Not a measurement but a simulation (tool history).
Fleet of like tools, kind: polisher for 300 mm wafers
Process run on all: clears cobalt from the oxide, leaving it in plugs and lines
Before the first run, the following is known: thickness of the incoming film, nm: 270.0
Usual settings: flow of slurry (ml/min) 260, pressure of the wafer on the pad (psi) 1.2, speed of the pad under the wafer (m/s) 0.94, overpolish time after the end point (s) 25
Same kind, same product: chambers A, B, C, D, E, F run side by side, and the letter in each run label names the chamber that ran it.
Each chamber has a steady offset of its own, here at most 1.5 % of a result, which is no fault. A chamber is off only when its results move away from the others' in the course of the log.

run   hour  flow of slurry (ml/min)  pressure of the wafer on the pad (psi)  speed of the pad under the wafer (m/s)  overpolish time after the end point (s)  wafers polished on this pad  hours since the slurry nozzle was cleaned  hours since the head pressure was calibrated  time until the end point was called (s)  dishing of a wide line in a test structure (nm)
       0.5  -- chamber B: worn pad replaced by a new one
 1C    7.6                      260                                     1.2                                    0.94                                       25                          609                                        570                                         356.3                                   101.72                                           39.502
 2F   11.3                      260                                     1.2                                    0.94                                       25                          190                                       26.5                                         788.9                                   99.121                                           40.382
 3D   19.9                      260                                     1.2                                    0.94                                       25                          699                                       50.5                                         229.6                                   101.44                                            39.96
      22.4  -- chamber E: worn pad replaced by a new one
 4B     25                      260                                     1.2                                    0.94                                       25                          292                                      111.4                                         395.8                                   96.849                                           39.401
 5A   31.3                      260                                     1.2                                    0.94                                       25                          872                                      517.7                                         360.1                                   99.355                                           39.631
      33.8  -- chamber A: worn pad replaced by a new one
      34.8  -- chamber C: worn pad replaced by a new one
      38.8  -- chamber A: head pressure recalibrated
 6E   38.8                      260                                     1.2                                    0.94                                       25                          196                                         89                                         207.4                                   99.127                                           41.037
 7E   45.3                      260                                     0.9                                    0.94                                       25                          273                                       95.5                                         213.9                                   135.81                                           34.564
 8A   50.5                      260                                     0.9                                    0.94                                       25                          199                                      536.9                                          11.8                                   130.01                                           33.468
 9D   54.9                      260                                     0.9                                    0.94                                       25                         1116                                       85.5                                         264.6                                   135.72                                           33.941
10B   62.9                      260                                     0.9                                    0.94                                       25                          744                                      149.3                                         433.7                                    134.5                                           35.051
11F   68.2                      260                                     0.9                                    0.94                                       25                          868                                       83.4                                         845.8                                   132.53                                           34.001
      68.8  -- chamber D: worn pad replaced by a new one
12C   75.4                      260                                     0.9                                    0.94                                       25                          484                                      637.8                                         424.1                                   129.67                                           33.308
13A   80.2                      260                                     1.2                                    0.94                                       25                          553                                      566.6                                          41.5                                   101.92                                           39.333
        85  -- chamber F: worn pad replaced by a new one
14E   85.2                      260                                     1.2                                    0.94                                       25                          749                                      135.4                                         253.8                                   101.39                                           40.883
15F   89.5                      260                                     1.2                                    0.94                                       25                           54                                      104.7                                         867.1                                   100.26                                           39.037
16C   97.9                      260                                     1.2                                    0.94                                       25                          752                                      660.3                                         446.6                                   99.691                                           38.311
       100  -- chamber A: worn pad replaced by a new one
17D  103.1                      260                                     1.2                                    0.94                                       25                          408                                      133.7                                         312.8                                   99.254                                           39.938
18B  107.3                      260                                     1.2                                    0.94                                       25                         1273                                      193.7                                         478.1                                   98.354                                            39.39
19B  112.3                      260                                     0.8                                    0.94                                       25                         1332                                      198.7                                         483.1                                   148.53                                           31.761
     112.6  -- chamber C: worn pad replaced by a new one
20C  119.4                      260                                     0.8                                    0.94                                       25                           81                                      681.8                                         468.1                                   147.49                                             31.1
     119.8  -- chamber E: worn pad replaced by a new one
21F  127.4                      260                                     0.8                                    0.94                                       25                          505                                      142.6                                           905                                   148.09                                           30.997
22A  134.4                      260                                     0.8                                    0.94                                       25                          409                                      620.8                                          95.7                                   147.98                                           30.533
     135.8  -- chamber B: worn pad replaced by a new one
23E  140.5                      260                                     0.8                                    0.94                                       25                          247                                      190.7                                         309.1                                   146.13                                           32.279
24D    149                      260                                     0.8                                    0.94                                       25                          955                                      179.6                                         358.7                                   153.48                                           30.796
25D  156.5                      260                                     1.2                                    0.94                                       25                         1045                                      187.1                                         366.2                                   100.34                                            39.64
     159.3  -- chamber F: worn pad replaced by a new one
26B  162.7                      260                                     1.2                                    0.94                                       25                          320                                      249.1                                         533.5                                    100.4                                           38.594
27E  167.2                      260                                     1.2                                    0.94                                       25                          565                                      217.4                                         335.8                                   97.933                                           38.838
     173.5  -- chamber A: worn pad replaced by a new one
28A  175.6                      260                                     1.2                                    0.94                                       25                           25                                        662                                         136.9                                   99.543                                           42.406
     183.2  -- chamber C: worn pad replaced by a new one
29F  183.4                      260                                     1.2                                    0.94                                       25                          287                                      198.6                                           961                                   100.64                                           38.898
     184.1  -- chamber D: worn pad replaced by a new one
30C  190.3                      260                                     1.2                                    0.94                                       25                           84                                      752.7                                           539                                    98.84                                           39.449
31B  194.2                      260                                     1.2                                    0.94                                       25                          695                                      280.6                                           565                                   98.721                                           39.382
32E  199.5                      260                                     1.2                                    0.94                                       25                          950                                      249.7                                         368.1                                   98.547                                           40.889
33D  204.6                      260                                     1.2                                    0.94                                       25                          245                                      235.2                                         414.3                                   99.071                                            40.71
     206.3  -- chamber D: slurry nozzle cleaned
34A  210.3                      260                                     1.2                                    0.94                                       25                          438                                      696.7                                         171.6                                   98.591                                           40.097
35F    218                      260                                     1.4                                    0.94                                       25                          699                                      233.2                                         995.6                                   84.743                                           41.413
36C  224.7                      260                                     1.4                                    0.94                                       25                          494                                      787.1                                         573.4                                   85.005                                           43.354
37D  231.9                      260                                     1.4                                    0.94                                       25                          570                                       25.7                                         441.6                                   84.976                                           44.981

For the next run the whole fleet of 6 chambers uses the same settings. Give each chamber's results:
38A  238.1                      260                                     1.2                                    0.94                                       25                                                                                                                                                              ?                                                ?
38B  238.1                      260                                     1.2                                    0.94                                       25                                                                                                                                                              ?                                                ?
38C  238.1                      260                                     1.2                                    0.94                                       25                                                                                                                                                              ?                                                ?
38D  238.1                      260                                     1.2                                    0.94                                       25                                                                                                                                                              ?                                                ?
38E  238.1                      260                                     1.2                                    0.94                                       25                                                                                                                                                              ?                                                ?
38F  238.1                      260                                     1.2                                    0.94                                       25                                                                                                                                                              ?                                                ?

run  time until the end point was called (s)  dishing of a wide line in a test structure (nm)
38A                                   101.14                                           41.468
38B                                    100.3                                            40.11
38C                                   99.727                                           40.098
38D                                   98.684                                           40.648
38E                                   99.418                                            39.32
38F                                   100.46                                           38.984
